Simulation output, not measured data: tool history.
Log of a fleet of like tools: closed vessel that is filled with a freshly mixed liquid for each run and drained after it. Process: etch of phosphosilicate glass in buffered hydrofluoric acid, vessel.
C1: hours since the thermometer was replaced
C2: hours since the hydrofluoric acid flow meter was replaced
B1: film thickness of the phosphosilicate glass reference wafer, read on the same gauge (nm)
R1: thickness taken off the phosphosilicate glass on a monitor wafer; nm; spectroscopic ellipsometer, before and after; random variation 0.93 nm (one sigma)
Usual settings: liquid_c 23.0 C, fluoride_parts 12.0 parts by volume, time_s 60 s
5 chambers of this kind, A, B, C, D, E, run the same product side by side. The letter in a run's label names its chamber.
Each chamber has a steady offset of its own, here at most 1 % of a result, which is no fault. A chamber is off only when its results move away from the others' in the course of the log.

run 1A hour=8.3 | liquid_c=23.0 fluoride_parts=12.0 time_s=60 | C1=514.7 C2=221.1 | B1=110.01 | R1=148.750
run 2B hour=23.8 | liquid_c=23.0 fluoride_parts=12.0 time_s=60 | C1=114.0 C2=618.0 | B1=110.00 | R1=150.200
run 3D hour=32.9 | liquid_c=23.0 fluoride_parts=12.0 time_s=60 | C1=668.4 C2=155.4 | B1=110.02 | R1=149.310
run 4E hour=40.3 | liquid_c=23.0 fluoride_parts=12.0 time_s=60 | C1=655.4 C2=1076.9 | B1=110.00 | R1=147.170
-- hour=44.2 chamber E: hydrofluoric acid flow meter replaced
run 5C hour=48.6 | liquid_c=23.0 fluoride_parts=12.0 time_s=60 | C1=1381.7 C2=1069.9 | B1=109.99 | R1=148.480
run 6A hour=56.9 | liquid_c=23.0 fluoride_parts=16.5 time_s=60 | C1=563.3 C2=269.7 | B1=110.01 | R1=110.050
-- hour=58.4 chamber C: hydrofluoric acid flow meter replaced
run 7C hour=71.9 | liquid_c=23.0 fluoride_parts=16.5 time_s=60 | C1=1405.0 C2=13.6 | B1=110.01 | R1=109.820
run 8E hour=84.7 | liquid_c=23.0 fluoride_parts=16.5 time_s=60 | C1=699.8 C2=40.6 | B1=110.01 | R1=109.960
run 9D hour=95.1 | liquid_c=23.0 fluoride_parts=16.5 time_s=60 | C1=730.6 C2=217.6 | B1=110.00 | R1=109.330
run 10B hour=110.4 | liquid_c=23.0 fluoride_parts=16.5 time_s=60 | C1=200.6 C2=704.6 | B1=110.01 | R1=110.270
run 11C hour=123.1 | liquid_c=23.0 fluoride_parts=12.0 time_s=60 | C1=1456.2 C2=64.8 | B1=109.99 | R1=150.320
run 12A hour=135.7 | liquid_c=23.0 fluoride_parts=12.0 time_s=60 | C1=642.1 C2=348.5 | B1=109.98 | R1=151.110
run 13D hour=148.2 | liquid_c=23.0 fluoride_parts=12.0 time_s=60 | C1=783.7 C2=270.7 | B1=109.99 | R1=148.270
run 14B hour=164.2 | liquid_c=23.0 fluoride_parts=12.0 time_s=60 | C1=254.4 C2=758.4 | B1=109.99 | R1=150.040
run 15E hour=175.3 | liquid_c=25.5 fluoride_parts=12.0 time_s=60 | C1=790.4 C2=131.2 | B1=110.02 | R1=171.680
run 16D hour=185.6 | liquid_c=25.5 fluoride_parts=12.0 time_s=60 | C1=821.1 C2=308.1 | B1=110.00 | R1=170.500
run 17C hour=197.5 | liquid_c=25.5 fluoride_parts=12.0 time_s=60 | C1=1530.6 C2=139.2 | B1=109.99 | R1=171.130
run 18B hour=208.6 | liquid_c=25.5 fluoride_parts=12.0 time_s=60 | C1=298.8 C2=802.8 | B1=109.97 | R1=171.770
run 19A hour=222.0 | liquid_c=25.5 fluoride_parts=12.0 time_s=60 | C1=728.4 C2=434.8 | B1=110.00 | R1=170.390
run 20E hour=236.8 | liquid_c=23.0 fluoride_parts=12.0 time_s=30 | C1=851.9 C2=192.7 | B1=110.01 | R1=74.954
run 21C hour=244.7 | liquid_c=23.0 fluoride_parts=12.0 time_s=30 | C1=1577.8 C2=186.4 | B1=110.01 | R1=74.634
run 22E hour=257.8 | liquid_c=23.0 fluoride_parts=12.0 time_s=30 | C1=872.9 C2=213.7 | B1=110.00 | R1=74.525
run 23B hour=271.7 | liquid_c=23.0 fluoride_parts=12.0 time_s=30 | C1=361.9 C2=865.9 | B1=109.97 | R1=75.037
run 24A hour=285.1 | liquid_c=23.0 fluoride_parts=12.0 time_s=30 | C1=791.5 C2=497.9 | B1=110.00 | R1=74.203
run 25D hour=296.4 | liquid_c=23.0 fluoride_parts=12.0 time_s=60 | C1=931.9 C2=418.9 | B1=109.99 | R1=149.620
run 26C hour=303.9 | liquid_c=23.0 fluoride_parts=12.0 time_s=60 | C1=1637.0 C2=245.6 | B1=109.99 | R1=149.670
run 27A hour=313.4 | liquid_c=23.0 fluoride_parts=12.0 time_s=60 | C1=819.8 C2=526.2 | B1=110.00 | R1=150.360
run 28E hour=322.7 | liquid_c=23.0 fluoride_parts=12.0 time_s=60 | C1=937.8 C2=278.6 | B1=109.99 | R1=148.430
-- hour=328.1 chamber C: thermometer replaced
run 29D hour=337.9 | liquid_c=23.0 fluoride_parts=12.0 time_s=60 | C1=973.4 C2=460.4 | B1=110.03 | R1=150.550
run 30B hour=347.3 | liquid_c=23.0 fluoride_parts=12.0 time_s=60 | C1=437.5 C2=941.5 | B1=110.01 | R1=149.030
run 31C hour=362.5 | liquid_c=23.0 fluoride_parts=12.0 time_s=60 | C1=34.4 C2=304.2 | B1=110.00 | R1=149.910
run 32D hour=375.6 | liquid_c=23.0 fluoride_parts=12.0 time_s=60 | C1=1011.1 C2=498.1 | B1=109.99 | R1=149.040
-- hour=387.6 chamber B: hydrofluoric acid flow meter replaced
run 33B hour=389.6 | liquid_c=23.0 fluoride_parts=12.0 time_s=60 | C1=479.8 C2=2.0 | B1=109.99 | R1=150.160
run 34E hour=398.7 | liquid_c=23.0 fluoride_parts=12.0 time_s=60 | C1=1013.8 C2=354.6 | B1=110.00 | R1=147.250
run 35A hour=413.9 | liquid_c=23.0 fluoride_parts=12.0 time_s=60 | C1=920.3 C2=626.7 | B1=109.97 | R1=148.150
run 36E hour=425.8 | liquid_c=23.0 fluoride_parts=12.0 time_s=60 | C1=1040.9 C2=381.7 | B1=110.01 | R1=147.650
run 37C hour=435.9 | liquid_c=23.0 fluoride_parts=12.0 time_s=60 | C1=107.8 C2=377.6 | B1=110.00 | R1=150.810
run 38B hour=452.3 | liquid_c=23.0 fluoride_parts=12.0 time_s=60 | C1=542.5 C2=64.7 | B1=110.00 | R1=150.440
run 39A hour=462.4 | liquid_c=23.0 fluoride_parts=12.0 time_s=60 | C1=968.8 C2=675.2 | B1=110.00 | R1=149.260
run 40D hour=474.8 | liquid_c=23.0 fluoride_parts=12.0 time_s=60 | C1=1110.3 C2=597.3 | B1=109.99 | R1=146.980

All 5 chambers run these settings next. Forecast each chamber's results:
run 41A hour=486.7 | liquid_c=23.0 fluoride_parts=13.5 time_s=60 | R1=?
run 41B hour=486.7 | liquid_c=23.0 fluoride_parts=13.5 time_s=60 | R1=?
run 41C hour=486.7 | liquid_c=23.0 fluoride_parts=13.5 time_s=60 | R1=?
run 41D hour=486.7 | liquid_c=23.0 fluoride_parts=13.5 time_s=60 | R1=?
run 41E hour=486.7 | liquid_c=23.0 fluoride_parts=13.5 time_s=60 | R1=?

run=41A R1=131.670
run=41B R1=134.000
run=41C R1=134.030
run=41D R1=130.750
run=41E R1=131.710
